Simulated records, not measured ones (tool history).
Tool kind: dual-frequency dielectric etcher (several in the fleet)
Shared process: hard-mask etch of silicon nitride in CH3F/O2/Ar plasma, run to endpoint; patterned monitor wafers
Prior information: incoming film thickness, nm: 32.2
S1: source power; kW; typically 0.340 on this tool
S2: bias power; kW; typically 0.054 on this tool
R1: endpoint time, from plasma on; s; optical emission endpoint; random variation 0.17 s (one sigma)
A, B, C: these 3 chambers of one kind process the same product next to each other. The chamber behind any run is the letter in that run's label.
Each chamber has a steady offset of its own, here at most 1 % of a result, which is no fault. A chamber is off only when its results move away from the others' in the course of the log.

run 1A hour=7.4 | S1=0.340 S2=0.054 | R1=54.566
run 2C hour=13.5 | S1=0.340 S2=0.054 | R1=54.128
run 3B hour=20.8 | S1=0.340 S2=0.054 | R1=54.794
run 4A hour=27.4 | S1=0.340 S2=0.054 | R1=54.556
run 5C hour=32.6 | S1=0.340 S2=0.054 | R1=54.503
run 6B hour=41.1 | S1=0.340 S2=0.045 | R1=57.626
run 7C hour=47.1 | S1=0.340 S2=0.045 | R1=57.440
run 8B hour=55.0 | S1=0.340 S2=0.045 | R1=58.052
run 9A hour=60.0 | S1=0.340 S2=0.054 | R1=54.708
run 10C hour=65.4 | S1=0.340 S2=0.054 | R1=54.456
run 11A hour=70.3 | S1=0.340 S2=0.054 | R1=55.138
run 12B hour=78.3 | S1=0.270 S2=0.050 | R1=60.747
-- hour=81.0 chamber B: wet clean of the chamber
run 13C hour=85.6 | S1=0.270 S2=0.050 | R1=60.577
run 14B hour=93.2 | S1=0.270 S2=0.050 | R1=60.816
run 15A hour=99.9 | S1=0.340 S2=0.049 | R1=56.855
run 16B hour=106.0 | S1=0.340 S2=0.049 | R1=56.227
run 17A hour=111.4 | S1=0.340 S2=0.049 | R1=56.757
run 18C hour=121.5 | S1=0.340 S2=0.054 | R1=54.154
run 19C hour=127.5 | S1=0.340 S2=0.054 | R1=54.015
run 20A hour=137.0 | S1=0.410 S2=0.054 | R1=51.614
run 21B hour=146.5 | S1=0.410 S2=0.054 | R1=50.882
run 22B hour=153.3 | S1=0.410 S2=0.054 | R1=50.800
run 23A hour=157.9 | S1=0.340 S2=0.050 | R1=56.749
run 24C hour=166.5 | S1=0.340 S2=0.050 | R1=55.536
run 25A hour=174.2 | S1=0.340 S2=0.050 | R1=57.084
run 26C hour=179.5 | S1=0.340 S2=0.054 | R1=54.135

Which is it: a chamber that has drifted or been left off by a service, a gauge drift common to all chambers, or only each chamber's usual small offset? If a chamber is off, name it and its likeliest cause.

Chamber A drifts away from the others.
Cause: etch rate under this chamber's usual, % = 1.94.
It could be hard to tell apart here from: source power that arrives under what is set, %; bias power that arrives under what is set, %.

Here are 4 candidates for chamber A's next run, each the usual settings with a change, their results left as question marks. Which one brings its results back in line with what the others give on the usual settings?
A result is in line if it is within this distance of the other chambers' mean on the usual settings: R1 0.580 s
run 27A-1 hour=186.9 | S1=0.300 S2=0.054 | R1=?
run 27A-2 hour=186.9 | S1=0.340 S2=0.058 | R1=?
run 27A-3 hour=186.9 | S1=0.380 S2=0.054 | R1=?
run 27A-4 hour=186.9 | S1=0.330 S2=0.052 | R1=?

The other chambers' mean on the usual settings: R1 54.396 s
run=27A-1 R1=58.428
run=27A-2 R1=54.375
run=27A-3 R1=53.284
run=27A-4 R1=56.983
27A-2 puts the chamber back in line with the other chambers.
